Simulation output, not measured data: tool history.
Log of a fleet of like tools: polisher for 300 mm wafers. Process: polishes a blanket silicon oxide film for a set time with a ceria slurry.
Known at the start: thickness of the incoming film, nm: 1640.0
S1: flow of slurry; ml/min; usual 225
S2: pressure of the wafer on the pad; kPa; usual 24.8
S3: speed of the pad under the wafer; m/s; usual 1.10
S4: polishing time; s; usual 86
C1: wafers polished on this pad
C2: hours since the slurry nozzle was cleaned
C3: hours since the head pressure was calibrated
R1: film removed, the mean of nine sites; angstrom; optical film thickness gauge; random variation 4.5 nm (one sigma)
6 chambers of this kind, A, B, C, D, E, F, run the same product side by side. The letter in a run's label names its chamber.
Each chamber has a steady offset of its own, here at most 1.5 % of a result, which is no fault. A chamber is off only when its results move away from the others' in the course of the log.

| run | hour | S1 | S2 | S3 | S4 | C1 | C2 | C3 | R1 |
|---|---|---|---|---|---|---|---|---|---|
|  | 1.9 | chamber C: worn pad replaced by a new one |
| 1E | 6.4 | 225 | 24.8 | 1.10 | 86 | 82 | 221.5 | 230.7 | 4363.3 |
| 2B | 11.5 | 225 | 24.8 | 1.10 | 86 | 204 | 19.0 | 504.0 | 4479.2 |
| 3D | 17.4 | 225 | 24.8 | 1.10 | 86 | 350 | 113.8 | 163.2 | 4384.6 |
| 4F | 24.4 | 225 | 24.8 | 1.10 | 86 | 416 | 199.2 | 36.6 | 4358.0 |
| 5C | 30.5 | 225 | 24.8 | 1.10 | 86 | 215 | 469.3 | 389.2 | 4297.3 |
|  | 32.3 | chamber B: head pressure recalibrated |
| 6A | 35.2 | 225 | 24.8 | 1.10 | 86 | 791 | 400.7 | 744.0 | 4313.2 |
| 7B | 42.9 | 225 | 28.3 | 1.10 | 86 | 440 | 50.4 | 10.7 | 5151.7 |
| 8C | 50.1 | 225 | 28.3 | 1.10 | 86 | 363 | 488.9 | 408.8 | 5043.3 |
|  | 54.8 | chamber A: worn pad replaced by a new one |
| 9D | 55.2 | 225 | 28.3 | 1.10 | 86 | 634 | 151.6 | 201.0 | 5024.5 |
| 10F | 59.5 | 225 | 28.3 | 1.10 | 86 | 681 | 234.3 | 71.7 | 4931.0 |
| 11A | 64.1 | 225 | 28.3 | 1.10 | 86 | 70 | 429.6 | 772.9 | 4941.7 |
| 12E | 69.9 | 225 | 28.3 | 1.10 | 86 | 560 | 285.0 | 294.2 | 5030.5 |
|  | 70.8 | chamber F: worn pad replaced by a new one |
| 13A | 76.6 | 225 | 24.8 | 1.10 | 86 | 164 | 442.1 | 785.4 | 4370.1 |
| 14B | 82.6 | 300 | 24.8 | 1.10 | 61 | 739 | 90.1 | 50.4 | 3230.6 |
| 15E | 88.2 | 300 | 24.8 | 1.10 | 61 | 697 | 303.3 | 312.5 | 3187.1 |
|  | 91.4 | chamber C: worn pad replaced by a new one |
|  | 92.7 | chamber E: worn pad replaced by a new one |
| 16C | 96.2 | 300 | 24.8 | 1.10 | 61 | 36 | 535.0 | 454.9 | 3117.2 |
| 17D | 104.2 | 300 | 24.8 | 1.10 | 61 | 1003 | 200.6 | 250.0 | 3234.5 |
| 18F | 108.4 | 300 | 24.8 | 1.10 | 61 | 283 | 283.2 | 120.6 | 3214.5 |
| 19F | 113.5 | 300 | 24.8 | 1.10 | 61 | 321 | 288.3 | 125.7 | 3135.9 |
|  | 114.8 | chamber D: worn pad replaced by a new one |
| 20D | 117.9 | 225 | 24.8 | 1.10 | 86 | 24 | 214.3 | 263.7 | 4390.2 |
| 21B | 124.8 | 225 | 24.8 | 1.10 | 86 | 1056 | 132.3 | 92.6 | 4401.2 |
| 22C | 129.2 | 225 | 24.8 | 1.10 | 86 | 285 | 568.0 | 487.9 | 4347.5 |
| 23A | 133.8 | 225 | 24.8 | 1.32 | 86 | 594 | 499.3 | 842.6 | 5189.2 |
| 24E | 140.1 | 225 | 24.8 | 1.32 | 86 | 356 | 355.2 | 364.4 | 5228.4 |
| 25A | 145.3 | 225 | 24.8 | 1.32 | 86 | 680 | 510.8 | 854.1 | 5183.0 |
| 26B | 150.3 | 225 | 24.8 | 1.32 | 86 | 1248 | 157.8 | 118.1 | 5266.9 |
| 27D | 154.2 | 225 | 24.8 | 1.32 | 86 | 297 | 250.6 | 300.0 | 5296.5 |
| 28C | 159.4 | 225 | 24.8 | 1.32 | 86 | 512 | 598.2 | 518.1 | 5201.7 |
|  | 162.3 | chamber B: worn pad replaced by a new one |
|  | 164.3 | chamber F: worn pad replaced by a new one |
| 29E | 164.3 | 225 | 24.8 | 1.10 | 86 | 538 | 379.4 | 388.6 | 4333.6 |
| 30F | 171.2 | 265 | 24.8 | 1.26 | 86 | 52 | 346.0 | 183.4 | 5042.7 |
| 31E | 177.1 | 265 | 24.8 | 1.26 | 86 | 635 | 392.2 | 401.4 | 5101.2 |
|  | 178.1 | chamber A: slurry nozzle cleaned |
| 32C | 183.4 | 265 | 24.8 | 1.26 | 86 | 692 | 622.2 | 542.1 | 5004.9 |
|  | 184.6 | chamber C: worn pad replaced by a new one |
|  | 185.4 | chamber E: worn pad replaced by a new one |
| 33B | 191.2 | 265 | 24.8 | 1.26 | 86 | 217 | 198.7 | 159.0 | 5204.6 |
|  | 193.2 | chamber F: slurry nozzle cleaned |
| 34A | 195.1 | 265 | 24.8 | 1.26 | 86 | 1055 | 17.1 | 903.9 | 4993.9 |
|  | 195.5 | chamber B: slurry nozzle cleaned |
| 35F | 199.7 | 265 | 24.8 | 1.26 | 86 | 266 | 6.5 | 211.9 | 5143.2 |
| 36D | 203.6 | 225 | 27.6 | 1.10 | 110 | 668 | 300.0 | 349.4 | 6222.5 |
|  | 206.7 | chamber A: worn pad replaced by a new one |
| 37B | 210.1 | 225 | 27.6 | 1.10 | 110 | 359 | 14.6 | 177.9 | 6435.0 |
| 38C | 215.6 | 225 | 27.6 | 1.10 | 110 | 233 | 654.4 | 574.3 | 6127.5 |
| 39E | 220.2 | 225 | 27.6 | 1.10 | 110 | 262 | 435.3 | 444.5 | 6173.1 |
| 40D | 226.3 | 225 | 27.6 | 1.10 | 110 | 839 | 322.7 | 372.1 | 6182.3 |
| 41F | 231.2 | 225 | 27.6 | 1.10 | 110 | 503 | 38.0 | 243.4 | 6096.3 |
| 42A | 237.1 | 225 | 24.8 | 1.10 | 86 | 229 | 59.1 | 945.9 | 4354.6 |
| 43F | 242.4 | 225 | 24.8 | 1.10 | 86 | 588 | 49.2 | 254.6 | 4283.5 |
| 44B | 249.8 | 225 | 24.8 | 1.10 | 86 | 658 | 54.3 | 217.6 | 4412.0 |

All 6 chambers run these settings next. Forecast each chamber's results:
| 45A | 255.8 | 225 | 24.8 | 1.10 | 86 |  |  |  | ? |
| 45B | 255.8 | 225 | 24.8 | 1.10 | 86 |  |  |  | ? |
| 45C | 255.8 | 225 | 24.8 | 1.10 | 86 |  |  |  | ? |
| 45D | 255.8 | 225 | 24.8 | 1.10 | 86 |  |  |  | ? |
| 45E | 255.8 | 225 | 24.8 | 1.10 | 86 |  |  |  | ? |
| 45F | 255.8 | 225 | 24.8 | 1.10 | 86 |  |  |  | ? |

| run | R1 |
|---|---|
| 45A | 4373.4 |
| 45B | 4389.7 |
| 45C | 4308.7 |
| 45D | 4386.5 |
| 45E | 4401.6 |
| 45F | 4401.0 |
